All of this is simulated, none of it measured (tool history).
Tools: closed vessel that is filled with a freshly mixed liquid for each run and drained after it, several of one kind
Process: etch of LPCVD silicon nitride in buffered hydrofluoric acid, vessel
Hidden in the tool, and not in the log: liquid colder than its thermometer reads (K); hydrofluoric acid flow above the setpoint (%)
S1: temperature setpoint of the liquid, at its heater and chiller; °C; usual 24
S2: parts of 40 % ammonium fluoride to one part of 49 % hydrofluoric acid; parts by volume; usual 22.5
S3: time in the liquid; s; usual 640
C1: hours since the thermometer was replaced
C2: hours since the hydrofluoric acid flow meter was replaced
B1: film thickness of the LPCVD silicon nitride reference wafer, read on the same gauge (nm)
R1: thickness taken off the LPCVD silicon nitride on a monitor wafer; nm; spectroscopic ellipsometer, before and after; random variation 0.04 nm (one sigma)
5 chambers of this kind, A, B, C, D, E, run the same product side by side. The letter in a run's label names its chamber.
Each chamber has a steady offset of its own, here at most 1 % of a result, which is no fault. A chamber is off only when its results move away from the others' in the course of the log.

run	hour	S1	S2	S3	C1	C2	B1	R1
1E	3.3	24	22.5	640	209.7	124.0	49.965	4.5533
2C	8.0	24	22.5	640	244.4	1413.4	49.995	4.4772
# hour 10.1: chamber B: hydrofluoric acid flow meter replaced
3A	11.8	24	22.5	640	31.7	420.0	50.038	4.5078
4B	17.4	24	22.5	640	413.0	7.4	50.016	4.5175
5D	22.6	24	22.5	640	158.1	1188.1	49.997	4.4661
6E	28.4	24	22.5	640	234.8	149.1	49.949	4.6088
7C	33.0	24	22.5	640	269.4	1438.4	50.003	4.4857
8B	37.3	24	22.5	640	432.9	27.3	50.032	4.4947
9A	42.1	24	22.5	640	62.0	450.3	49.978	4.5547
10D	47.8	24	22.5	640	183.3	1213.3	50.012	4.5826
11E	53.2	24	22.5	640	259.6	173.9	50.045	4.4674
12D	58.3	24	22.5	640	193.8	1223.8	49.979	4.4865
13B	64.7	24	22.5	640	460.3	54.7	50.038	4.4718
14C	70.4	24	22.5	640	306.8	1475.8	49.986	4.5379
15A	77.3	24	22.5	640	97.2	485.5	49.983	4.5514
16D	81.9	24	22.5	640	217.4	1247.4	50.003	4.5629
17E	88.6	24	22.5	640	295.0	209.3	49.999	4.5423
18A	92.0	24	22.5	640	111.9	500.2	49.980	4.4117
19B	98.3	24	22.5	640	493.9	88.3	49.987	4.4984
20C	104.9	24	22.5	640	341.3	1510.3	49.963	4.5382
21D	108.2	24	22.5	640	243.7	1273.7	50.041	4.4849
22E	112.5	24	22.5	640	318.9	233.2	49.992	4.5599
23C	118.2	24	22.5	640	354.6	1523.6	49.985	4.4999
24B	125.2	24	22.5	640	520.8	115.2	50.005	4.5326
25A	130.2	24	22.5	640	150.1	538.4	50.028	4.6243
26B	137.0	24	29.5	640	532.6	127.0	50.001	3.7213
27C	141.2	24	29.5	640	377.6	1546.6	49.997	3.6654
28E	146.1	24	29.5	640	352.5	266.8	50.026	3.7745
29D	150.8	24	29.5	640	286.3	1316.3	49.988	3.6997
30A	156.8	24	29.5	640	176.7	565.0	49.980	3.7280
31D	160.6	24	22.5	640	296.1	1326.1	50.008	4.5550
32B	166.8	24	22.5	640	562.4	156.8	50.004	4.5128
33E	172.0	24	22.5	640	378.4	292.7	49.988	4.4802
34A	177.4	24	22.5	640	197.3	585.6	49.966	4.5331
35C	180.9	24	22.5	640	417.3	1586.3	50.033	4.5332
36B	185.2	24	22.5	905	580.8	175.2	49.954	6.4928
37A	188.9	24	22.5	905	208.8	597.1	50.027	6.3591
38D	193.0	24	22.5	905	328.5	1358.5	49.967	6.3825
39E	199.4	24	22.5	905	405.8	320.1	50.000	6.3592
40C	203.2	24	22.5	905	439.6	1608.6	49.996	6.3706

What goes on in this fleet: one chamber off, a drifting gauge, or nothing beyond the chambers' own small offsets? Name the chamber and the cause, if any.

No chamber stands off beyond its own small offset, and the gauge holds steady.
